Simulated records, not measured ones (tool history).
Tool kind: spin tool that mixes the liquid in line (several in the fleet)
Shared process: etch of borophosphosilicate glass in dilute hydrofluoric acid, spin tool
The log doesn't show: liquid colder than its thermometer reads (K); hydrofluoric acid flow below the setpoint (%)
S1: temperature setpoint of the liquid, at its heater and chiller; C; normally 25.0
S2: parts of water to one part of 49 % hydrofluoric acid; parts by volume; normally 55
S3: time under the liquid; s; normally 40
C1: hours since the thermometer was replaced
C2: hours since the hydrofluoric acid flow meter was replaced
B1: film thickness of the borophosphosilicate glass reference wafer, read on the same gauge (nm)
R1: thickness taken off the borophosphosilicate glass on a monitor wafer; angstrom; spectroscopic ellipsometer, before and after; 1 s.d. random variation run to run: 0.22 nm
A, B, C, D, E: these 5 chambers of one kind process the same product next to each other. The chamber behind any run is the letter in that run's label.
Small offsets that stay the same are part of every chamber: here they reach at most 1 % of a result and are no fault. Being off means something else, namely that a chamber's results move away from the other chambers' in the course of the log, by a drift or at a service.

{"run": "1B", "hour": 9.4, "S1": 25.0, "S2": 55, "S3": 40, "C1": 965.7, "C2": 780.7, "B1": 109.99, "R1": 434.2}
{"run": "2D", "hour": 20.4, "S1": 25.0, "S2": 55, "S3": 40, "C1": 2345.9, "C2": 1321.4, "B1": 110.01, "R1": 439.95}
{"run": "3C", "hour": 32.5, "S1": 25.0, "S2": 55, "S3": 40, "C1": 1222.9, "C2": 846.8, "B1": 110.0, "R1": 440.02}
{"run": "4E", "hour": 42.8, "S1": 25.0, "S2": 55, "S3": 40, "C1": 1248.0, "C2": 784.3, "B1": 110.0, "R1": 439.98}
{"run": "5A", "hour": 52.2, "S1": 25.0, "S2": 55, "S3": 40, "C1": 411.4, "C2": 1111.9, "B1": 110.01, "R1": 435.15}
{"hour": 57.4, "done": "chamber D: thermometer replaced"}
{"run": "6B", "hour": 61.8, "S1": 21.0, "S2": 55, "S3": 40, "C1": 1018.1, "C2": 833.1, "B1": 110.0, "R1": 370.63}
{"run": "7D", "hour": 74.3, "S1": 21.0, "S2": 55, "S3": 40, "C1": 17.0, "C2": 1375.3, "B1": 110.01, "R1": 367.52}
{"run": "8C", "hour": 81.9, "S1": 21.0, "S2": 55, "S3": 40, "C1": 1272.3, "C2": 896.2, "B1": 110.01, "R1": 367.97}
{"run": "9A", "hour": 95.1, "S1": 21.0, "S2": 55, "S3": 40, "C1": 454.3, "C2": 1154.8, "B1": 110.0, "R1": 371.62}
{"run": "10E", "hour": 101.2, "S1": 21.0, "S2": 55, "S3": 40, "C1": 1306.4, "C2": 842.7, "B1": 110.0, "R1": 372.19}
{"run": "11D", "hour": 113.4, "S1": 25.0, "S2": 55, "S3": 40, "C1": 56.1, "C2": 1414.4, "B1": 110.02, "R1": 439.5}
{"run": "12C", "hour": 119.5, "S1": 25.0, "S2": 55, "S3": 40, "C1": 1309.9, "C2": 933.8, "B1": 109.99, "R1": 440.73}
{"run": "13B", "hour": 130.1, "S1": 25.0, "S2": 55, "S3": 40, "C1": 1086.4, "C2": 901.4, "B1": 109.97, "R1": 440.2}
{"run": "14A", "hour": 143.6, "S1": 25.0, "S2": 55, "S3": 40, "C1": 502.8, "C2": 1203.3, "B1": 110.0, "R1": 430.77}
{"run": "15E", "hour": 155.0, "S1": 25.0, "S2": 55, "S3": 40, "C1": 1360.2, "C2": 896.5, "B1": 110.0, "R1": 436.25}
{"run": "16D", "hour": 161.8, "S1": 25.0, "S2": 55, "S3": 40, "C1": 104.5, "C2": 1462.8, "B1": 109.99, "R1": 439.89}
{"hour": 172.5, "done": "chamber C: thermometer replaced"}
{"run": "17A", "hour": 174.9, "S1": 25.0, "S2": 55, "S3": 40, "C1": 534.1, "C2": 1234.6, "B1": 109.99, "R1": 437.6}
{"hour": 180.4, "done": "chamber A: thermometer replaced"}
{"run": "18C", "hour": 184.9, "S1": 25.0, "S2": 55, "S3": 40, "C1": 12.5, "C2": 999.2, "B1": 110.03, "R1": 443.42}
{"run": "19B", "hour": 198.0, "S1": 25.0, "S2": 55, "S3": 40, "C1": 1154.3, "C2": 969.3, "B1": 109.98, "R1": 438.83}
{"run": "20E", "hour": 204.0, "S1": 25.0, "S2": 55, "S3": 40, "C1": 1409.2, "C2": 945.5, "B1": 109.97, "R1": 437.47}
{"run": "21C", "hour": 217.1, "S1": 20.5, "S2": 40, "S3": 40, "C1": 44.7, "C2": 1031.4, "B1": 110.05, "R1": 505.47}
{"run": "22A", "hour": 223.6, "S1": 20.5, "S2": 40, "S3": 40, "C1": 43.2, "C2": 1283.3, "B1": 109.99, "R1": 504.56}
{"run": "23E", "hour": 235.5, "S1": 20.5, "S2": 40, "S3": 40, "C1": 1440.7, "C2": 977.0, "B1": 109.97, "R1": 504.68}
{"run": "24D", "hour": 243.5, "S1": 20.5, "S2": 40, "S3": 40, "C1": 186.2, "C2": 1544.5, "B1": 110.02, "R1": 508.15}
{"run": "25B", "hour": 256.5, "S1": 20.5, "S2": 40, "S3": 40, "C1": 1212.8, "C2": 1027.8, "B1": 110.0, "R1": 508.98}
{"run": "26D", "hour": 263.9, "S1": 25.0, "S2": 55, "S3": 40, "C1": 206.6, "C2": 1564.9, "B1": 110.0, "R1": 437.29}
{"run": "27B", "hour": 269.8, "S1": 25.0, "S2": 55, "S3": 40, "C1": 1226.1, "C2": 1041.1, "B1": 110.01, "R1": 438.7}
{"run": "28E", "hour": 278.4, "S1": 25.0, "S2": 55, "S3": 40, "C1": 1483.6, "C2": 1019.9, "B1": 109.97, "R1": 430.09}
{"run": "29C", "hour": 285.5, "S1": 25.0, "S2": 55, "S3": 40, "C1": 113.1, "C2": 1099.8, "B1": 110.02, "R1": 439.07}
{"run": "30A", "hour": 297.0, "S1": 25.0, "S2": 55, "S3": 40, "C1": 116.6, "C2": 1356.7, "B1": 110.01, "R1": 434.1}
{"run": "31E", "hour": 305.2, "S1": 25.0, "S2": 45, "S3": 50, "C1": 1510.4, "C2": 1046.7, "B1": 110.02, "R1": 672.63}
{"run": "32C", "hour": 316.3, "S1": 25.0, "S2": 45, "S3": 50, "C1": 143.9, "C2": 1130.6, "B1": 110.03, "R1": 679.93}
{"run": "33B", "hour": 329.5, "S1": 25.0, "S2": 45, "S3": 50, "C1": 1285.8, "C2": 1100.8, "B1": 109.98, "R1": 682.72}
{"run": "34A", "hour": 340.3, "S1": 25.0, "S2": 45, "S3": 50, "C1": 159.9, "C2": 1400.0, "B1": 109.98, "R1": 675.4}
{"run": "35D", "hour": 352.1, "S1": 25.0, "S2": 45, "S3": 50, "C1": 294.8, "C2": 1653.1, "B1": 109.99, "R1": 676.19}
{"run": "36C", "hour": 360.7, "S1": 25.0, "S2": 55, "S3": 40, "C1": 188.3, "C2": 1175.0, "B1": 109.97, "R1": 436.97}
{"run": "37B", "hour": 367.8, "S1": 22.0, "S2": 55, "S3": 20, "C1": 1324.1, "C2": 1139.1, "B1": 110.05, "R1": 191.87}
{"run": "38D", "hour": 375.7, "S1": 22.0, "S2": 55, "S3": 20, "C1": 318.4, "C2": 1676.7, "B1": 109.98, "R1": 193.79}
{"run": "39A", "hour": 382.8, "S1": 22.0, "S2": 55, "S3": 20, "C1": 202.4, "C2": 1442.5, "B1": 110.0, "R1": 192.28}

Predict what each chamber gives when all 5 of them run the settings below next.
{"run": "40A", "hour": 392.5, "S1": 28.0, "S2": 55, "S3": 40, "R1": "?"}
{"run": "40B", "hour": 392.5, "S1": 28.0, "S2": 55, "S3": 40, "R1": "?"}
{"run": "40C", "hour": 392.5, "S1": 28.0, "S2": 55, "S3": 40, "R1": "?"}
{"run": "40D", "hour": 392.5, "S1": 28.0, "S2": 55, "S3": 40, "R1": "?"}
{"run": "40E", "hour": 392.5, "S1": 28.0, "S2": 55, "S3": 40, "R1": "?"}

run=40A R1=494.12
run=40B R1=495.24
run=40C R1=495.33
run=40D R1=495.28
run=40E R1=481.56
